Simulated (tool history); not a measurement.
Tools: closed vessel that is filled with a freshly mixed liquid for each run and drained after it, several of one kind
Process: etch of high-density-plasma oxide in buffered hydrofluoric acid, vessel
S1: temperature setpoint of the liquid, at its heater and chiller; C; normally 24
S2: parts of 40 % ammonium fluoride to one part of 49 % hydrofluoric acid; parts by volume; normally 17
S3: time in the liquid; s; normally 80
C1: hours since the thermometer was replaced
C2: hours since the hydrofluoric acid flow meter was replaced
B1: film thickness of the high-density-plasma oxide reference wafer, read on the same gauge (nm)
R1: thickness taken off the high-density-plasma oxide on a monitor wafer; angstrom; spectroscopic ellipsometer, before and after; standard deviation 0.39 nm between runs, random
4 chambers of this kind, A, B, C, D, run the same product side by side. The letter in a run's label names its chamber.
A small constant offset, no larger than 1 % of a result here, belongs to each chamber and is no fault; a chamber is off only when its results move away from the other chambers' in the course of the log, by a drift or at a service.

run 1B hour=6.3 | S1=24 S2=17 S3=80 | C1=364.1 C2=668.5 | B1=129.98 | R1=607.21
run 2D hour=11.9 | S1=24 S2=17 S3=80 | C1=181.2 C2=944 | B1=130 | R1=596.4
run 3C hour=17.4 | S1=24 S2=17 S3=80 | C1=978.4 C2=300.3 | B1=129.97 | R1=597.13
run 4A hour=23.9 | S1=24 S2=17 S3=80 | C1=349.7 C2=518.1 | B1=130.07 | R1=590.74
run 5D hour=27.8 | S1=24 S2=17 S3=80 | C1=197.1 C2=959.9 | B1=130.03 | R1=598.07
run 6B hour=33.9 | S1=27.5 S2=14 S3=80 | C1=391.7 C2=696.1 | B1=130.05 | R1=878.71
run 7C hour=40.1 | S1=27.5 S2=14 S3=80 | C1=1001.1 C2=323 | B1=130.02 | R1=872.55
run 8A hour=47.3 | S1=27.5 S2=14 S3=80 | C1=373.1 C2=541.5 | B1=129.99 | R1=866.88
run 9A hour=51.7 | S1=27.5 S2=14 S3=80 | C1=377.5 C2=545.9 | B1=130 | R1=870.99
run 10B hour=58.2 | S1=24 S2=17 S3=80 | C1=416 C2=720.4 | B1=129.99 | R1=597.97
run 11D hour=61.7 | S1=24 S2=17 S3=80 | C1=231 C2=993.8 | B1=129.98 | R1=589.79
run 12C hour=66 | S1=24 S2=17 S3=80 | C1=1027 C2=348.9 | B1=130.03 | R1=591.98
-- hour=73.2 chamber C: thermometer replaced
run 13A hour=73.2 | S1=29 S2=17 S3=80 | C1=399 C2=567.4 | B1=130.02 | R1=769.26
run 14C hour=77 | S1=29 S2=17 S3=80 | C1=3.8 C2=359.9 | B1=130 | R1=792.08
run 15D hour=83.2 | S1=29 S2=17 S3=80 | C1=252.5 C2=1015.3 | B1=130.01 | R1=767.97
run 16B hour=90.1 | S1=29 S2=17 S3=80 | C1=447.9 C2=752.3 | B1=130.02 | R1=777.15
run 17B hour=96.4 | S1=24 S2=17 S3=80 | C1=454.2 C2=758.6 | B1=129.99 | R1=602.31
run 18D hour=101.6 | S1=24 S2=17 S3=80 | C1=270.9 C2=1033.7 | B1=130.02 | R1=577.75
run 19C hour=109.2 | S1=24 S2=17 S3=80 | C1=36 C2=392.1 | B1=129.99 | R1=593.65
run 20A hour=115.9 | S1=24 S2=17 S3=80 | C1=441.7 C2=610.1 | B1=130.01 | R1=592.46
run 21A hour=121.3 | S1=24 S2=21 S3=55 | C1=447.1 C2=615.5 | B1=129.99 | R1=335.07
run 22C hour=128.3 | S1=24 S2=21 S3=55 | C1=55.1 C2=411.2 | B1=129.96 | R1=341.57
run 23D hour=132 | S1=24 S2=21 S3=55 | C1=301.3 C2=1064.1 | B1=130.03 | R1=324.19
run 24B hour=135.7 | S1=24 S2=21 S3=55 | C1=493.5 C2=797.9 | B1=129.96 | R1=341.27
run 25C hour=141.2 | S1=24 S2=17 S3=80 | C1=68 C2=424.1 | B1=129.98 | R1=600.96

All 4 chambers run these settings next. Forecast each chamber's results:
run 26A hour=146.7 | S1=24 S2=17 S3=80 | R1=?
run 26B hour=146.7 | S1=24 S2=17 S3=80 | R1=?
run 26C hour=146.7 | S1=24 S2=17 S3=80 | R1=?
run 26D hour=146.7 | S1=24 S2=17 S3=80 | R1=?

run=26A R1=594.37
run=26B R1=594.36
run=26C R1=602.94
run=26D R1=558.85
